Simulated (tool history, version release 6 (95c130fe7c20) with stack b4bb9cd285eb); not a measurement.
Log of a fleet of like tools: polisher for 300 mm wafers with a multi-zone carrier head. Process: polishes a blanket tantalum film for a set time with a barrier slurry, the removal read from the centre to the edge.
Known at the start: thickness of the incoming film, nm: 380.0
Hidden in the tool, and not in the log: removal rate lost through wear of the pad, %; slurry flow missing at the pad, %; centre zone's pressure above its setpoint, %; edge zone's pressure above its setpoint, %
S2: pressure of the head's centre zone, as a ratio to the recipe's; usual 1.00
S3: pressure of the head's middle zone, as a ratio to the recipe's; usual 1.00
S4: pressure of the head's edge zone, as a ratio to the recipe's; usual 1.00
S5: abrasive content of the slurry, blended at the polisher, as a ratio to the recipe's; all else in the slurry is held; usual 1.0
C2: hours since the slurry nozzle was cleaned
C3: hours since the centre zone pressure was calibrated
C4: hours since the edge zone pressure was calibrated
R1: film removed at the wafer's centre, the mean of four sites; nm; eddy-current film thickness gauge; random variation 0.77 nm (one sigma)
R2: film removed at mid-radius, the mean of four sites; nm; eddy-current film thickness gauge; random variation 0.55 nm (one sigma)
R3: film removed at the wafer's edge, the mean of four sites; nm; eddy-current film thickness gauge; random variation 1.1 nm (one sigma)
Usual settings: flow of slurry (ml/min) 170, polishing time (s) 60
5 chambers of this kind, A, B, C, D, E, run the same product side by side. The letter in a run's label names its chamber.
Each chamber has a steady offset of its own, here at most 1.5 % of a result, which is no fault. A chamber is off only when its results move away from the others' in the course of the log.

Run 1D, hour 2.8: usual settings; wafers polished on this pad 201; C2 60.9; C3 98.6; C4 167.9. Result: R1 85.340 nm, R2 85.392 nm, R3 86.014 nm.
Run 2B, hour 5.9: usual settings; wafers polished on this pad 905; C2 546.8; C3 1333.6; C4 1124.9. Result: R1 85.630 nm, R2 85.392 nm, R3 84.905 nm.
Run 3C, hour 8.7: usual settings; wafers polished on this pad 1119; C2 27.6; C3 195.8; C4 56.2. Result: R1 86.917 nm, R2 83.533 nm, R3 84.519 nm.
Run 4A, hour 14.1: usual settings; wafers polished on this pad 511; C2 553.0; C3 309.6; C4 430.1. Result: R1 85.165 nm, R2 87.794 nm, R3 85.760 nm.
At hour 20.0: chamber E: worn pad replaced by a new one.
Run 5E, hour 20.2: usual settings but flow of slurry (ml/min) 225; wafers polished on this pad 2; C2 499.5; C3 463.5; C4 469.6. Result: R1 90.115 nm, R2 89.020 nm, R3 90.055 nm.
Run 6A, hour 25.6: usual settings but flow of slurry (ml/min) 225; wafers polished on this pad 659; C2 564.5; C3 321.1; C4 441.6. Result: R1 90.259 nm, R2 90.494 nm, R3 88.355 nm.
At hour 26.3: chamber B: worn pad replaced by a new one.
At hour 26.5: chamber E: edge zone pressure recalibrated.
Run 7C, hour 31.5: usual settings but flow of slurry (ml/min) 225; wafers polished on this pad 1413; C2 50.4; C3 218.6; C4 79.0. Result: R1 91.860 nm, R2 87.082 nm, R3 87.592 nm.
At hour 32.4: chamber D: worn pad replaced by a new one.
Run 8D, hour 36.3: usual settings but flow of slurry (ml/min) 225; wafers polished on this pad 51; C2 94.4; C3 132.1; C4 201.4. Result: R1 90.605 nm, R2 88.882 nm, R3 89.642 nm.
At hour 38.9: chamber C: worn pad replaced by a new one.
Run 9B, hour 39.7: usual settings but flow of slurry (ml/min) 225; wafers polished on this pad 173; C2 580.6; C3 1367.4; C4 1158.7. Result: R1 89.951 nm, R2 89.541 nm, R3 87.989 nm.
Run 10E, hour 43.0: usual settings; wafers polished on this pad 296; C2 522.3; C3 486.3; C4 16.6. Result: R1 84.934 nm, R2 85.702 nm, R3 84.704 nm.
Run 11D, hour 47.3: usual settings; wafers polished on this pad 192; C2 105.4; C3 143.1; C4 212.4. Result: R1 86.641 nm, R2 85.300 nm, R3 85.421 nm.
Run 12B, hour 51.0: usual settings; wafers polished on this pad 319; C2 591.9; C3 1378.7; C4 1170.0. Result: R1 86.063 nm, R2 84.487 nm, R3 84.714 nm.
Run 13C, hour 56.5: usual settings; wafers polished on this pad 227; C2 75.4; C3 243.6; C4 104.0. Result: R1 86.208 nm, R2 85.148 nm, R3 85.058 nm.
Run 14E, hour 60.2: usual settings; wafers polished on this pad 518; C2 539.5; C3 503.5; C4 33.8. Result: R1 84.913 nm, R2 84.757 nm, R3 87.145 nm.
Run 15A, hour 65.4: usual settings but S4 0.92, S5 1.2; wafers polished on this pad 1172; C2 604.3; C3 360.9; C4 481.4. Result: R1 90.447 nm, R2 90.935 nm, R3 87.332 nm.
Run 16E, hour 69.6: usual settings but S4 0.92, S5 1.2; wafers polished on this pad 639; C2 548.9; C3 512.9; C4 43.2. Result: R1 89.050 nm, R2 89.228 nm, R3 85.191 nm.
Run 17A, hour 72.8: usual settings but S4 0.92, S5 1.2; wafers polished on this pad 1268; C2 611.7; C3 368.3; C4 488.8. Result: R1 90.642 nm, R2 91.500 nm, R3 86.464 nm.
At hour 74.3: chamber A: edge zone pressure recalibrated.
At hour 74.4: chamber D: worn pad replaced by a new one.
Run 18C, hour 76.0: usual settings but S4 0.92, S5 1.2; wafers polished on this pad 479; C2 94.9; C3 263.1; C4 123.5. Result: R1 90.890 nm, R2 88.693 nm, R3 85.363 nm.
At hour 77.0: chamber A: worn pad replaced by a new one.
Run 19B, hour 79.9: usual settings but S4 0.92, S5 1.2; wafers polished on this pad 692; C2 620.8; C3 1407.6; C4 1198.9. Result: R1 90.237 nm, R2 90.117 nm, R3 87.144 nm.
Run 20D, hour 83.8: usual settings but S3 0.96; wafers polished on this pad 122; C2 141.9; C3 179.6; C4 248.9. Result: R1 85.377 nm, R2 82.519 nm, R3 85.355 nm.
At hour 84.5: chamber E: worn pad replaced by a new one.
Run 21E, hour 86.7: usual settings but S3 0.96; wafers polished on this pad 28; C2 566.0; C3 530.0; C4 60.3. Result: R1 85.805 nm, R2 81.447 nm, R3 85.065 nm.
Run 22C, hour 91.9: usual settings but S3 0.96; wafers polished on this pad 684; C2 110.8; C3 279.0; C4 139.4. Result: R1 86.385 nm, R2 81.441 nm, R3 86.027 nm.
At hour 94.9: chamber B: centre zone pressure recalibrated.
Run 23B, hour 96.9: usual settings but S3 0.96; wafers polished on this pad 911; C2 637.8; C3 2.0; C4 1215.9. Result: R1 85.292 nm, R2 82.469 nm, R3 85.649 nm.
At hour 100.3: chamber A: slurry nozzle cleaned.
Run 24A, hour 102.4: usual settings but S3 0.96; wafers polished on this pad 328; C2 2.1; C3 397.9; C4 28.1. Result: R1 86.275 nm, R2 84.527 nm, R3 87.941 nm.
Run 25D, hour 108.2: usual settings but flow of slurry (ml/min) 125, S2 0.92; wafers polished on this pad 437; C2 166.3; C3 204.0; C4 273.3. Result: R1 74.222 nm, R2 79.746 nm, R3 82.156 nm.
Run 26A, hour 113.7: usual settings but flow of slurry (ml/min) 125, S2 0.92; wafers polished on this pad 474; C2 13.4; C3 409.2; C4 39.4. Result: R1 74.319 nm, R2 82.157 nm, R3 82.232 nm.
Run 27C, hour 117.3: usual settings but flow of slurry (ml/min) 125, S2 0.92; wafers polished on this pad 1012; C2 136.2; C3 304.4; C4 164.8. Result: R1 72.337 nm, R2 79.984 nm, R3 81.402 nm.
At hour 118.3: chamber D: worn pad replaced by a new one.
At hour 120.5: chamber B: worn pad replaced by a new one.
Run 28E, hour 123.5: usual settings but flow of slurry (ml/min) 125, S2 0.92; wafers polished on this pad 503; C2 602.8; C3 566.8; C4 97.1. Result: R1 75.204 nm, R2 80.516 nm, R3 82.002 nm.
Run 29B, hour 128.4: usual settings but flow of slurry (ml/min) 125, S2 0.92; wafers polished on this pad 103; C2 669.3; C3 33.5; C4 1247.4. Result: R1 71.750 nm, R2 79.544 nm, R3 80.557 nm.
Run 30D, hour 132.5: usual settings but flow of slurry (ml/min) 135, polishing time (s) 51; wafers polished on this pad 184; C2 190.6; C3 228.3; C4 297.6. Result: R1 70.562 nm, R2 70.013 nm, R3 71.426 nm.
Run 31D, hour 137.4: usual settings but flow of slurry (ml/min) 135, polishing time (s) 51; wafers polished on this pad 247; C2 195.5; C3 233.2; C4 302.5. Result: R1 70.855 nm, R2 69.215 nm, R3 71.021 nm.
Run 32A, hour 143.6: usual settings but flow of slurry (ml/min) 135, polishing time (s) 51; wafers polished on this pad 859; C2 43.3; C3 439.1; C4 69.3. Result: R1 70.510 nm, R2 71.328 nm, R3 70.474 nm.
Run 33C, hour 147.0: usual settings but flow of slurry (ml/min) 135, polishing time (s) 51; wafers polished on this pad 1395; C2 165.9; C3 334.1; C4 194.5. Result: R1 68.004 nm, R2 68.132 nm, R3 69.135 nm.
Run 34E, hour 152.2: usual settings but flow of slurry (ml/min) 135, polishing time (s) 51; wafers polished on this pad 873; C2 631.5; C3 595.5; C4 125.8. Result: R1 73.525 nm, R2 69.170 nm, R3 68.978 nm.
Run 35B, hour 155.3: usual settings but S4 1.11, polishing time (s) 76; wafers polished on this pad 450; C2 696.2; C3 60.4; C4 1274.3. Result: R1 108.780 nm, R2 108.720 nm, R3 117.190 nm.
Run 36B, hour 158.4: usual settings but S4 1.11, polishing time (s) 76; wafers polished on this pad 490; C2 699.3; C3 63.5; C4 1277.4. Result: R1 109.110 nm, R2 108.020 nm, R3 117.720 nm.
At hour 158.5: chamber E: worn pad replaced by a new one.
At hour 162.7: chamber C: worn pad replaced by a new one.
At hour 162.9: chamber E: slurry nozzle cleaned.
Run 37E, hour 163.5: usual settings but S4 1.11, polishing time (s) 76; wafers polished on this pad 65; C2 0.6; C3 606.8; C4 137.1. Result: R1 115.320 nm, R2 106.350 nm, R3 113.870 nm.
At hour 163.7: chamber D: worn pad replaced by a new one.
Run 38C, hour 168.0: usual settings but S4 1.11, polishing time (s) 76; wafers polished on this pad 68; C2 186.9; C3 355.1; C4 215.5. Result: R1 109.910 nm, R2 108.080 nm, R3 112.690 nm.
Run 39D, hour 173.6: usual settings but S4 1.11, polishing time (s) 76; wafers polished on this pad 128; C2 231.7; C3 269.4; C4 338.7. Result: R1 109.430 nm, R2 107.790 nm, R3 116.390 nm.
At hour 173.8: chamber A: worn pad replaced by a new one.
Run 40A, hour 179.5: usual settings; wafers polished on this pad 74; C2 79.2; C3 475.0; C4 105.2. Result: R1 87.867 nm, R2 86.807 nm, R3 86.212 nm.
Run 41A, hour 183.3: usual settings; wafers polished on this pad 123; C2 83.0; C3 478.8; C4 109.0. Result: R1 86.443 nm, R2 87.257 nm, R3 86.502 nm.

What goes on in this fleet: one chamber off, a drifting gauge, or nothing beyond the chambers' own small offsets? Name the chamber and the cause, if any.

Chamber E drifts away from the others.
Cause: centre zone's pressure above its setpoint, % = 8.36.

Here are 4 candidates for chamber E's next run, each the usual settings with a change, their results left as question marks. Which one brings its results back in line with what the others give on the usual settings?
In line means no further than this from the other chambers' mean on the usual settings: R1 2.700 nm; R2 1.900 nm; R3 3.800 nm
Run 42E-1, hour 187.8: usual settings but flow of slurry (ml/min) 165, S2 0.90, S3 1.03, S4 1.03, polishing time (s) 59. Result: R1 ?, R2 ?, R3 ?.
Run 42E-2, hour 187.8: usual settings but flow of slurry (ml/min) 165, S2 0.94, S3 1.01, S4 1.02. Result: R1 ?, R2 ?, R3 ?.
Run 42E-3, hour 187.8: usual settings but flow of slurry (ml/min) 175, S2 1.05, S3 0.98, S4 0.98, polishing time (s) 61. Result: R1 ?, R2 ?, R3 ?.
Run 42E-4, hour 187.8: usual settings but flow of slurry (ml/min) 175, S2 1.10, S3 0.97, S4 0.97, polishing time (s) 61. Result: R1 ?, R2 ?, R3 ?.

The other chambers' mean on the usual settings: R1 86.213 nm; R2 85.574 nm; R3 85.727 nm
  run       R1      R2      R3
42E-1   81.435  85.815  85.253
42E-2   86.776  85.686  86.273
42E-3  100.430  85.525  86.540
42E-4  105.530  84.698  86.089
42E-2 brings the chamber back in line.
